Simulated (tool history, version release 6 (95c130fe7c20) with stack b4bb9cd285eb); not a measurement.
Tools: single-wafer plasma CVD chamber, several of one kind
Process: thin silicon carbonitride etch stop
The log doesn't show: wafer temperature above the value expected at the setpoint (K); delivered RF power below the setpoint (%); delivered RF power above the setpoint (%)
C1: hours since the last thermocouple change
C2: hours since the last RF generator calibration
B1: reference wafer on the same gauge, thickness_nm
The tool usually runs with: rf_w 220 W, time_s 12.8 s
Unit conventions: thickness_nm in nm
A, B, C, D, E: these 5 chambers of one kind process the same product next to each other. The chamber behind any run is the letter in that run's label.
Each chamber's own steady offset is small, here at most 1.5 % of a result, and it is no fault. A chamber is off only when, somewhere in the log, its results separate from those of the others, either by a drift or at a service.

Run 1C, hour 11.5: usual settings; C1 359.3; C2 578.1; B1 8.696. Result: thickness_nm 7.444 nm.
Run 2E, hour 21.1: usual settings; C1 807.2; C2 420.5; B1 8.6959. Result: thickness_nm 7.4606 nm.
At hour 31.2: chamber B: thermocouple changed; heater temperature recalibrated.
Run 3A, hour 31.8: usual settings; C1 284.8; C2 243.5; B1 8.6886. Result: thickness_nm 7.4451 nm.
Run 4D, hour 38.2: usual settings; C1 778.5; C2 510.4; B1 8.6841. Result: thickness_nm 7.5459 nm.
Run 5B, hour 47.4: usual settings; C1 16.3; C2 549.4; B1 8.6871. Result: thickness_nm 7.521 nm.
Run 6E, hour 56.7: usual settings; C1 842.8; C2 456.1; B1 8.696. Result: thickness_nm 7.3928 nm.
Run 7D, hour 62.8: usual settings; C1 803.1; C2 535; B1 8.684. Result: thickness_nm 7.5058 nm.
Run 8A, hour 72: usual settings; C1 325; C2 283.7; B1 8.6838. Result: thickness_nm 7.412 nm.
Run 9C, hour 78.6: usual settings; C1 426.4; C2 645.2; B1 8.6943. Result: thickness_nm 7.4629 nm.
Run 10B, hour 88.7: usual settings; C1 57.6; C2 590.7; B1 8.6847. Result: thickness_nm 7.5213 nm.
Run 11E, hour 98.2: usual settings; C1 884.3; C2 497.6; B1 8.7011. Result: thickness_nm 7.3932 nm.
Run 12A, hour 105.6: usual settings; C1 358.6; C2 317.3; B1 8.689. Result: thickness_nm 7.4551 nm.
Run 13C, hour 115.5: usual settings; C1 463.3; C2 682.1; B1 8.6941. Result: thickness_nm 7.3861 nm.
Run 14B, hour 122.2: usual settings but rf_w 250 W, time_s 13.8 s; C1 91.1; C2 624.2; B1 8.6942. Result: thickness_nm 8.4364 nm.
Run 15D, hour 132.2: usual settings but rf_w 250 W, time_s 13.8 s; C1 872.5; C2 604.4; B1 8.689. Result: thickness_nm 8.4203 nm.
Run 16E, hour 143: usual settings but rf_w 250 W, time_s 13.8 s; C1 929.1; C2 542.4; B1 8.699. Result: thickness_nm 8.2685 nm.
Run 17C, hour 151.9: usual settings but rf_w 250 W, time_s 13.8 s; C1 499.7; C2 718.5; B1 8.6829. Result: thickness_nm 8.3687 nm.
Run 18D, hour 158.7: usual settings but rf_w 250 W, time_s 13.8 s; C1 899; C2 630.9; B1 8.6909. Result: thickness_nm 8.4297 nm.
Run 19B, hour 166.7: usual settings but rf_w 250 W, time_s 14.9 s; C1 135.6; C2 668.7; B1 8.6932. Result: thickness_nm 9.1141 nm.
Run 20A, hour 173.3: usual settings but rf_w 250 W, time_s 14.9 s; C1 426.3; C2 385; B1 8.6984. Result: thickness_nm 8.9981 nm.
Run 21D, hour 183: usual settings but rf_w 250 W, time_s 14.9 s; C1 923.3; C2 655.2; B1 8.6799. Result: thickness_nm 9.0613 nm.
Run 22B, hour 193.7: usual settings but rf_w 250 W, time_s 14.9 s; C1 162.6; C2 695.7; B1 8.6797. Result: thickness_nm 9.0788 nm.
Run 23A, hour 205.2: usual settings but rf_w 250 W, time_s 14.9 s; C1 458.2; C2 416.9; B1 8.6906. Result: thickness_nm 9.0228 nm.
Run 24E, hour 212.7: usual settings; C1 998.8; C2 612.1; B1 8.6972. Result: thickness_nm 7.4963 nm.
Run 25C, hour 221.9: usual settings but rf_w 195 W, time_s 14.5 s; C1 569.7; C2 788.5; B1 8.6887. Result: thickness_nm 8.1126 nm.
Run 26C, hour 228.8: usual settings but rf_w 195 W, time_s 14.5 s; C1 576.6; C2 795.4; B1 8.6949. Result: thickness_nm 8.1275 nm.
Run 27D, hour 237.2: usual settings but rf_w 195 W, time_s 14.5 s; C1 977.5; C2 709.4; B1 8.6928. Result: thickness_nm 8.2945 nm.
Run 28A, hour 246.5: usual settings but rf_w 195 W, time_s 14.5 s; C1 499.5; C2 458.2; B1 8.6907. Result: thickness_nm 8.0611 nm.
Run 29E, hour 255.7: usual settings but rf_w 195 W, time_s 14.5 s; C1 1041.8; C2 655.1; B1 8.7044. Result: thickness_nm 8.1839 nm.
Run 30B, hour 263.8: usual settings; C1 232.7; C2 765.8; B1 8.6749. Result: thickness_nm 7.4863 nm.
At hour 268.1: chamber B: RF generator calibrated.
Run 31C, hour 271.1: usual settings but rf_w 260 W; C1 618.9; C2 837.7; B1 8.6903. Result: thickness_nm 7.7691 nm.
Run 32E, hour 279.4: usual settings but rf_w 260 W; C1 1065.5; C2 678.8; B1 8.6952. Result: thickness_nm 7.7488 nm.
Run 33B, hour 287.3: usual settings but rf_w 260 W; C1 256.2; C2 19.2; B1 8.6985. Result: thickness_nm 7.8315 nm.
Run 34D, hour 292.6: usual settings but rf_w 260 W; C1 1032.9; C2 764.8; B1 8.6938. Result: thickness_nm 7.8815 nm.
Run 35A, hour 302.9: usual settings but rf_w 260 W; C1 555.9; C2 514.6; B1 8.6905. Result: thickness_nm 7.7872 nm.

Is one chamber off against the others, does the gauge drift, or is nothing wrong? If a chamber is off, say which, and what the likeliest cause is.

All chambers stay in line apart from their small fixed offsets, and the gauge does not drift.
